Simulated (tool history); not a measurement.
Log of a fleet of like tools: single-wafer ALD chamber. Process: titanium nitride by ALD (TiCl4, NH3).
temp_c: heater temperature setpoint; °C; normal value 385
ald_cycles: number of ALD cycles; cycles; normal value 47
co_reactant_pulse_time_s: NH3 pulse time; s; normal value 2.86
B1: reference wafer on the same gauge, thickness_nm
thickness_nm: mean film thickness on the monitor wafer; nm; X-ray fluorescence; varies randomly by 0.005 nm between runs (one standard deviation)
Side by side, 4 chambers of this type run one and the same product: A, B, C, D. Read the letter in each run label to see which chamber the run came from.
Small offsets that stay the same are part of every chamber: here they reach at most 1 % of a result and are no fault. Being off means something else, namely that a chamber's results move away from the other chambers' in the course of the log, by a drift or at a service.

{"run": "1B", "day": 0.258, "temp_c": 385, "ald_cycles": 47, "co_reactant_pulse_time_s": 2.86, "B1": 1.0703, "thickness_nm": 1.0417}
{"run": "2C", "day": 0.746, "temp_c": 385, "ald_cycles": 47, "co_reactant_pulse_time_s": 2.86, "B1": 1.07, "thickness_nm": 1.0518}
{"run": "3A", "day": 1.012, "temp_c": 385, "ald_cycles": 47, "co_reactant_pulse_time_s": 2.86, "B1": 1.0689, "thickness_nm": 1.0306}
{"run": "4D", "day": 1.425, "temp_c": 385, "ald_cycles": 47, "co_reactant_pulse_time_s": 2.86, "B1": 1.0696, "thickness_nm": 1.0388}
{"run": "5D", "day": 1.875, "temp_c": 385, "ald_cycles": 47, "co_reactant_pulse_time_s": 2.86, "B1": 1.0707, "thickness_nm": 1.0478}
{"run": "6C", "day": 2.254, "temp_c": 385, "ald_cycles": 47, "co_reactant_pulse_time_s": 2.86, "B1": 1.0703, "thickness_nm": 1.0468}
{"run": "7B", "day": 2.55, "temp_c": 385, "ald_cycles": 47, "co_reactant_pulse_time_s": 2.86, "B1": 1.0699, "thickness_nm": 1.0394}
{"run": "8A", "day": 3.071, "temp_c": 385, "ald_cycles": 47, "co_reactant_pulse_time_s": 2.86, "B1": 1.0694, "thickness_nm": 1.0323}
{"run": "9A", "day": 3.346, "temp_c": 385, "ald_cycles": 38, "co_reactant_pulse_time_s": 2.86, "B1": 1.0705, "thickness_nm": 0.84079}
{"run": "10D", "day": 3.821, "temp_c": 385, "ald_cycles": 38, "co_reactant_pulse_time_s": 2.86, "B1": 1.0697, "thickness_nm": 0.84335}
{"run": "11C", "day": 4.196, "temp_c": 385, "ald_cycles": 38, "co_reactant_pulse_time_s": 2.86, "B1": 1.0698, "thickness_nm": 0.84698}
{"run": "12B", "day": 4.688, "temp_c": 385, "ald_cycles": 38, "co_reactant_pulse_time_s": 2.86, "B1": 1.0712, "thickness_nm": 0.8425}
{"run": "13C", "day": 5.021, "temp_c": 385, "ald_cycles": 47, "co_reactant_pulse_time_s": 2.86, "B1": 1.0708, "thickness_nm": 1.0527}
{"run": "14D", "day": 5.438, "temp_c": 385, "ald_cycles": 47, "co_reactant_pulse_time_s": 2.86, "B1": 1.0701, "thickness_nm": 1.0422}
{"run": "15B", "day": 5.938, "temp_c": 385, "ald_cycles": 47, "co_reactant_pulse_time_s": 2.86, "B1": 1.0693, "thickness_nm": 1.0344}
{"run": "16A", "day": 6.404, "temp_c": 385, "ald_cycles": 47, "co_reactant_pulse_time_s": 2.86, "B1": 1.0697, "thickness_nm": 1.0321}
{"run": "17D", "day": 6.671, "temp_c": 385, "ald_cycles": 47, "co_reactant_pulse_time_s": 2.86, "B1": 1.0691, "thickness_nm": 1.0424}
{"run": "18C", "day": 6.908, "temp_c": 385, "ald_cycles": 47, "co_reactant_pulse_time_s": 2.86, "B1": 1.0695, "thickness_nm": 1.0438}
{"run": "19A", "day": 7.388, "temp_c": 385, "ald_cycles": 47, "co_reactant_pulse_time_s": 2.86, "B1": 1.0694, "thickness_nm": 1.0298}
{"run": "20B", "day": 7.733, "temp_c": 385, "ald_cycles": 47, "co_reactant_pulse_time_s": 2.86, "B1": 1.0693, "thickness_nm": 1.0326}
{"run": "21B", "day": 7.992, "temp_c": 394, "ald_cycles": 41, "co_reactant_pulse_time_s": 2.86, "B1": 1.0701, "thickness_nm": 0.90432}
{"run": "22C", "day": 8.425, "temp_c": 394, "ald_cycles": 41, "co_reactant_pulse_time_s": 2.86, "B1": 1.0705, "thickness_nm": 0.91792}
{"run": "23A", "day": 8.654, "temp_c": 394, "ald_cycles": 41, "co_reactant_pulse_time_s": 2.86, "B1": 1.0695, "thickness_nm": 0.90681}
{"day": 8.958, "done": "chamber B: thermocouple changed; heater temperature recalibrated"}
{"run": "24D", "day": 9.067, "temp_c": 394, "ald_cycles": 41, "co_reactant_pulse_time_s": 2.86, "B1": 1.07, "thickness_nm": 0.91743}
{"day": 9.333, "done": "chamber C: thermocouple changed; heater temperature recalibrated"}
{"run": "25B", "day": 9.458, "temp_c": 385, "ald_cycles": 47, "co_reactant_pulse_time_s": 2.86, "B1": 1.0701, "thickness_nm": 1.0427}
{"run": "26C", "day": 9.825, "temp_c": 371, "ald_cycles": 47, "co_reactant_pulse_time_s": 2.86, "B1": 1.0703, "thickness_nm": 1.0314}
{"run": "27A", "day": 10.142, "temp_c": 371, "ald_cycles": 47, "co_reactant_pulse_time_s": 2.86, "B1": 1.0699, "thickness_nm": 1.0115}
{"run": "28D", "day": 10.529, "temp_c": 371, "ald_cycles": 47, "co_reactant_pulse_time_s": 2.86, "B1": 1.0689, "thickness_nm": 1.0288}
{"run": "29A", "day": 10.783, "temp_c": 371, "ald_cycles": 47, "co_reactant_pulse_time_s": 2.86, "B1": 1.0704, "thickness_nm": 1.0216}
{"run": "30C", "day": 11.212, "temp_c": 385, "ald_cycles": 47, "co_reactant_pulse_time_s": 2.86, "B1": 1.0705, "thickness_nm": 1.0437}
{"run": "31B", "day": 11.608, "temp_c": 385, "ald_cycles": 41, "co_reactant_pulse_time_s": 2.86, "B1": 1.0704, "thickness_nm": 0.90808}
{"run": "32D", "day": 11.921, "temp_c": 385, "ald_cycles": 41, "co_reactant_pulse_time_s": 2.86, "B1": 1.0702, "thickness_nm": 0.91232}
{"run": "33A", "day": 12.275, "temp_c": 385, "ald_cycles": 41, "co_reactant_pulse_time_s": 2.86, "B1": 1.0694, "thickness_nm": 0.89313}
{"run": "34C", "day": 12.733, "temp_c": 385, "ald_cycles": 41, "co_reactant_pulse_time_s": 2.86, "B1": 1.07, "thickness_nm": 0.90813}
{"run": "35B", "day": 13.038, "temp_c": 385, "ald_cycles": 47, "co_reactant_pulse_time_s": 2.86, "B1": 1.0698, "thickness_nm": 1.0399}
{"run": "36D", "day": 13.467, "temp_c": 385, "ald_cycles": 47, "co_reactant_pulse_time_s": 2.86, "B1": 1.0705, "thickness_nm": 1.0393}
{"run": "37C", "day": 13.85, "temp_c": 385, "ald_cycles": 47, "co_reactant_pulse_time_s": 2.86, "B1": 1.0694, "thickness_nm": 1.0443}
{"run": "38B", "day": 14.258, "temp_c": 385, "ald_cycles": 47, "co_reactant_pulse_time_s": 2.86, "B1": 1.0693, "thickness_nm": 1.0341}
{"run": "39D", "day": 14.738, "temp_c": 385, "ald_cycles": 47, "co_reactant_pulse_time_s": 2.86, "B1": 1.0695, "thickness_nm": 1.0423}

Each of the 4 chambers runs these same settings next. Fill in every chamber's results:
{"run": "40A", "day": 15.112, "temp_c": 385, "ald_cycles": 47, "co_reactant_pulse_time_s": 2.86, "thickness_nm": "?"}
{"run": "40B", "day": 15.112, "temp_c": 385, "ald_cycles": 47, "co_reactant_pulse_time_s": 2.86, "thickness_nm": "?"}
{"run": "40C", "day": 15.112, "temp_c": 385, "ald_cycles": 47, "co_reactant_pulse_time_s": 2.86, "thickness_nm": "?"}
{"run": "40D", "day": 15.112, "temp_c": 385, "ald_cycles": 47, "co_reactant_pulse_time_s": 2.86, "thickness_nm": "?"}

run=40A thickness_nm=1.0371
run=40B thickness_nm=1.0239
run=40C thickness_nm=1.05
run=40D thickness_nm=1.0366

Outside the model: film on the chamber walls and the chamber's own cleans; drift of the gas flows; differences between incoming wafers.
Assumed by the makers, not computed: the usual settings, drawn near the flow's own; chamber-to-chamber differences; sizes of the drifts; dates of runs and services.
